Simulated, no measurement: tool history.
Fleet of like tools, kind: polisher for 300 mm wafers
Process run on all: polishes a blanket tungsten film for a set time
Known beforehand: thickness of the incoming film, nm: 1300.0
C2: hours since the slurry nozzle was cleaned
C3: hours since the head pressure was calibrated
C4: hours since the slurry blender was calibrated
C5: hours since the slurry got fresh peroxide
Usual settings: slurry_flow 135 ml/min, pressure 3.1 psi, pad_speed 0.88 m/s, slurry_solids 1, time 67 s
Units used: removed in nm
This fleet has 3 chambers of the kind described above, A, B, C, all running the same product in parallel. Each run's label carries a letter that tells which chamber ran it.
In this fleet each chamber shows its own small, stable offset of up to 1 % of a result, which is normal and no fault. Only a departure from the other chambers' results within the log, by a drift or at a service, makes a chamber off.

Run 1B, hour 4.4: usual settings; wafers polished on this pad 343; C2 4.8; C3 655.3; C4 202.3; C5 20.5. Result: removed 247.75 nm.
Run 2C, hour 7.4: usual settings; wafers polished on this pad 1006; C2 238.5; C3 182.1; C4 490.4; C5 12.7. Result: removed 240.40 nm.
Run 3A, hour 10.6: usual settings; wafers polished on this pad 915; C2 296.4; C3 823.2; C4 43.3; C5 28.2. Result: removed 237.76 nm.
Run 4A, hour 13.6: usual settings; wafers polished on this pad 945; C2 299.4; C3 826.2; C4 46.3; C5 31.2. Result: removed 237.60 nm.
At hour 13.7: chamber A: worn pad replaced by a new one.
Run 5B, hour 16.4: usual settings; wafers polished on this pad 463; C2 16.8; C3 667.3; C4 214.3; C5 32.5. Result: removed 245.03 nm.
Run 6C, hour 21.4: usual settings; wafers polished on this pad 1146; C2 252.5; C3 196.1; C4 504.4; C5 26.7. Result: removed 238.99 nm.
At hour 22.5: chamber C: worn pad replaced by a new one.
Run 7B, hour 26.5: usual settings; wafers polished on this pad 564; C2 26.9; C3 677.4; C4 224.4; C5 42.6. Result: removed 239.66 nm.
Run 8A, hour 29.7: usual settings; wafers polished on this pad 161; C2 315.5; C3 842.3; C4 62.4; C5 47.3. Result: removed 236.16 nm.
Run 9C, hour 34.2: usual settings; wafers polished on this pad 117; C2 265.3; C3 208.9; C4 517.2; C5 39.5. Result: removed 242.11 nm.
Run 10A, hour 39.2: usual settings; wafers polished on this pad 256; C2 325.0; C3 851.8; C4 71.9; C5 56.8. Result: removed 231.58 nm.
Run 11C, hour 44.2: usual settings; wafers polished on this pad 217; C2 275.3; C3 218.9; C4 527.2; C5 49.5. Result: removed 241.80 nm.
Run 12B, hour 47.9: usual settings; wafers polished on this pad 779; C2 48.3; C3 698.8; C4 245.8; C5 64.0. Result: removed 241.38 nm.
Run 13C, hour 50.7: usual settings; wafers polished on this pad 282; C2 281.8; C3 225.4; C4 533.7; C5 56.0. Result: removed 242.17 nm.
At hour 51.0: chamber B: head pressure recalibrated.
Run 14B, hour 55.4: usual settings; wafers polished on this pad 854; C2 55.8; C3 4.5; C4 253.3; C5 71.5. Result: removed 242.83 nm.
Run 15A, hour 58.4: usual settings; wafers polished on this pad 448; C2 344.2; C3 871.0; C4 91.1; C5 76.0. Result: removed 230.61 nm.
At hour 61.2: chamber B: worn pad replaced by a new one.
Run 16A, hour 62.8: usual settings; wafers polished on this pad 493; C2 348.6; C3 875.4; C4 95.5; C5 80.4. Result: removed 227.46 nm.
Run 17B, hour 66.0: usual settings; wafers polished on this pad 48; C2 66.4; C3 15.1; C4 263.9; C5 82.1. Result: removed 240.37 nm.
At hour 67.4: chamber C: slurry blender recalibrated.
Run 18C, hour 69.2: usual settings; wafers polished on this pad 468; C2 300.3; C3 243.9; C4 1.8; C5 74.5. Result: removed 240.15 nm.
Run 19C, hour 72.3: usual settings; wafers polished on this pad 499; C2 303.4; C3 247.0; C4 4.9; C5 77.6. Result: removed 239.17 nm.
Run 20B, hour 75.2: usual settings; wafers polished on this pad 140; C2 75.6; C3 24.3; C4 273.1; C5 91.3. Result: removed 246.82 nm.
Run 21A, hour 79.0: usual settings; wafers polished on this pad 655; C2 364.8; C3 891.6; C4 111.7; C5 96.6. Result: removed 231.63 nm.
Run 22A, hour 82.0: usual settings; wafers polished on this pad 685; C2 367.8; C3 894.6; C4 114.7; C5 99.6. Result: removed 228.24 nm.
Run 23C, hour 85.8: usual settings; wafers polished on this pad 634; C2 316.9; C3 260.5; C4 18.4; C5 91.1. Result: removed 244.99 nm.
Run 24B, hour 91.1: usual settings; wafers polished on this pad 300; C2 91.5; C3 40.2; C4 289.0; C5 107.2. Result: removed 247.48 nm.
At hour 94.0: chamber B: slurry blender recalibrated.
Run 25C, hour 94.1: usual settings; wafers polished on this pad 718; C2 325.2; C3 268.8; C4 26.7; C5 99.4. Result: removed 242.10 nm.
Run 26B, hour 96.7: usual settings; wafers polished on this pad 356; C2 97.1; C3 45.8; C4 2.7; C5 112.8. Result: removed 240.17 nm.
At hour 99.0: chamber A: slurry blender recalibrated.
Run 27A, hour 99.2: usual settings; wafers polished on this pad 857; C2 385.0; C3 911.8; C4 0.3; C5 116.8. Result: removed 222.62 nm.
Run 28A, hour 103.2: usual settings but slurry_flow 160 ml/min; wafers polished on this pad 898; C2 389.0; C3 915.8; C4 4.3; C5 120.8. Result: removed 231.77 nm.
At hour 106.4: chamber A: head pressure recalibrated.
Run 29C, hour 108.2: usual settings but slurry_flow 160 ml/min; wafers polished on this pad 859; C2 339.3; C3 282.9; C4 40.8; C5 113.5. Result: removed 246.84 nm.
At hour 112.6: chamber A: worn pad replaced by a new one.
Run 30B, hour 112.6: usual settings but slurry_flow 160 ml/min; wafers polished on this pad 515; C2 113.0; C3 61.7; C4 18.6; C5 128.7. Result: removed 246.85 nm.
Run 31A, hour 117.2: usual settings; wafers polished on this pad 46; C2 403.0; C3 10.8; C4 18.3; C5 134.8. Result: removed 215.24 nm.
Run 32C, hour 119.7: usual settings but slurry_flow 175 ml/min, pad_speed 1.10 m/s; wafers polished on this pad 974; C2 350.8; C3 294.4; C4 52.3; C5 125.0. Result: removed 316.34 nm.
Run 33B, hour 123.8: usual settings but slurry_flow 175 ml/min, pad_speed 1.10 m/s; wafers polished on this pad 627; C2 124.2; C3 72.9; C4 29.8; C5 139.9. Result: removed 326.00 nm.
At hour 124.1: chamber B: slurry tank refilled with fresh slurry and peroxide.
Run 34B, hour 127.6: usual settings but slurry_flow 175 ml/min, pad_speed 1.10 m/s; wafers polished on this pad 665; C2 128.0; C3 76.7; C4 33.6; C5 3.6. Result: removed 310.54 nm.
Run 35A, hour 132.9: usual settings; wafers polished on this pad 203; C2 418.7; C3 26.5; C4 34.0; C5 150.5. Result: removed 218.29 nm.
Run 36C, hour 136.9: usual settings; wafers polished on this pad 1147; C2 368.0; C3 311.6; C4 69.5; C5 142.2. Result: removed 245.18 nm.
Run 37C, hour 141.4: usual settings; wafers polished on this pad 1192; C2 372.5; C3 316.1; C4 74.0; C5 146.7. Result: removed 243.09 nm.
Run 38B, hour 145.4: usual settings; wafers polished on this pad 844; C2 145.8; C3 94.5; C4 51.4; C5 21.4. Result: removed 239.42 nm.
Run 39A, hour 149.5: usual settings; wafers polished on this pad 370; C2 435.3; C3 43.1; C4 50.6; C5 167.1. Result: removed 214.46 nm.

Each of the 3 chambers runs these same settings next. Fill in every chamber's results:
Run 40A, hour 153.4: usual settings but slurry_flow 160 ml/min. Result: removed ?.
Run 40B, hour 153.4: usual settings but slurry_flow 160 ml/min. Result: removed ?.
Run 40C, hour 153.4: usual settings but slurry_flow 160 ml/min. Result: removed ?.

run  removed
40A   217.24
40B   249.88
40C   245.88
